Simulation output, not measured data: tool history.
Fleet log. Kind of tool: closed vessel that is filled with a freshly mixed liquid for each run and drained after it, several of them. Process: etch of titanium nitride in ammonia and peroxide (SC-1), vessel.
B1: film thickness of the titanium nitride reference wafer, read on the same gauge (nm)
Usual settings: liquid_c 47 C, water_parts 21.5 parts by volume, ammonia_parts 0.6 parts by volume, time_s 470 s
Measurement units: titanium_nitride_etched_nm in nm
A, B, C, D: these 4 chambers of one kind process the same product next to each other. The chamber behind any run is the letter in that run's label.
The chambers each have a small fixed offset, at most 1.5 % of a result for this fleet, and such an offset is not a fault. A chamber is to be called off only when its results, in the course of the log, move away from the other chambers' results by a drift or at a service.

Run 1D, hour 11.7: usual settings; B1 90.033. Result: titanium_nitride_etched_nm 20.78 nm.
At hour 19.6: chamber D: new drum of ammonia solution connected.
Run 2B, hour 24.8: usual settings; B1 89.989. Result: titanium_nitride_etched_nm 20.636 nm.
Run 3A, hour 33.1: usual settings; B1 89.981. Result: titanium_nitride_etched_nm 20.516 nm.
Run 4C, hour 45.1: usual settings; B1 90.001. Result: titanium_nitride_etched_nm 20.406 nm.
Run 5C, hour 52.4: usual settings; B1 89.999. Result: titanium_nitride_etched_nm 20.367 nm.
Run 6A, hour 67.4: usual settings; B1 89.935. Result: titanium_nitride_etched_nm 20.738 nm.
Run 7B, hour 74.9: usual settings; B1 90.036. Result: titanium_nitride_etched_nm 20.581 nm.
Run 8D, hour 85.2: usual settings; B1 90.038. Result: titanium_nitride_etched_nm 20.853 nm.
Run 9D, hour 95.7: usual settings; B1 90.017. Result: titanium_nitride_etched_nm 20.822 nm.
Run 10A, hour 105.5: usual settings; B1 89.939. Result: titanium_nitride_etched_nm 20.485 nm.
Run 11B, hour 120.7: usual settings; B1 89.963. Result: titanium_nitride_etched_nm 20.69 nm.
At hour 128: chamber B: new drum of ammonia solution connected.
Run 12C, hour 128: usual settings; B1 89.985. Result: titanium_nitride_etched_nm 20.4 nm.
At hour 134.9: chamber A: new drum of ammonia solution connected.
Run 13C, hour 137.4: usual settings; B1 89.946. Result: titanium_nitride_etched_nm 20.35 nm.
Run 14A, hour 144.4: usual settings but ammonia_parts 0.5 parts by volume; B1 89.986. Result: titanium_nitride_etched_nm 19.551 nm.
Run 15D, hour 152.1: usual settings but ammonia_parts 0.5 parts by volume; B1 89.979. Result: titanium_nitride_etched_nm 20.208 nm.
Run 16B, hour 166.5: usual settings but ammonia_parts 0.5 parts by volume; B1 90.042. Result: titanium_nitride_etched_nm 20.064 nm.
Run 17A, hour 182: usual settings but ammonia_parts 0.5 parts by volume; B1 89.97. Result: titanium_nitride_etched_nm 19.45 nm.
Run 18C, hour 189: usual settings; B1 90.014. Result: titanium_nitride_etched_nm 20.423 nm.
Run 19B, hour 199.9: usual settings; B1 90.032. Result: titanium_nitride_etched_nm 20.724 nm.
Run 20D, hour 214.4: usual settings; B1 90.014. Result: titanium_nitride_etched_nm 20.786 nm.
Run 21B, hour 228.7: usual settings; B1 90.05. Result: titanium_nitride_etched_nm 20.625 nm.
Run 22A, hour 240.1: usual settings; B1 89.983. Result: titanium_nitride_etched_nm 19.921 nm.
Run 23D, hour 248.5: usual settings; B1 90.025. Result: titanium_nitride_etched_nm 20.818 nm.
Run 24C, hour 260.2: usual settings; B1 90.011. Result: titanium_nitride_etched_nm 20.486 nm.
Run 25B, hour 274.9: usual settings; B1 89.987. Result: titanium_nitride_etched_nm 20.634 nm.
At hour 282.4: chamber B: thermometer replaced.
Run 26C, hour 288.6: usual settings but ammonia_parts 0.35 parts by volume, time_s 575 s; B1 89.996. Result: titanium_nitride_etched_nm 22.537 nm.
Run 27D, hour 304.4: usual settings but ammonia_parts 0.35 parts by volume, time_s 575 s; B1 90.001. Result: titanium_nitride_etched_nm 23.098 nm.
Run 28A, hour 317.1: usual settings but ammonia_parts 0.35 parts by volume, time_s 575 s; B1 89.977. Result: titanium_nitride_etched_nm 21.657 nm.
Run 29B, hour 324.1: usual settings but ammonia_parts 0.35 parts by volume, time_s 575 s; B1 90.014. Result: titanium_nitride_etched_nm 22.869 nm.

Next, all 4 chambers run the settings below, one line each with question marks for the results. What does each chamber give?
Run 30A, hour 335.6: usual settings. Result: titanium_nitride_etched_nm ?.
Run 30B, hour 335.6: usual settings. Result: titanium_nitride_etched_nm ?.
Run 30C, hour 335.6: usual settings. Result: titanium_nitride_etched_nm ?.
Run 30D, hour 335.6: usual settings. Result: titanium_nitride_etched_nm ?.

run  titanium_nitride_etched_nm
30A                      19.576
30B                      20.619
30C                      20.427
30D                      20.901

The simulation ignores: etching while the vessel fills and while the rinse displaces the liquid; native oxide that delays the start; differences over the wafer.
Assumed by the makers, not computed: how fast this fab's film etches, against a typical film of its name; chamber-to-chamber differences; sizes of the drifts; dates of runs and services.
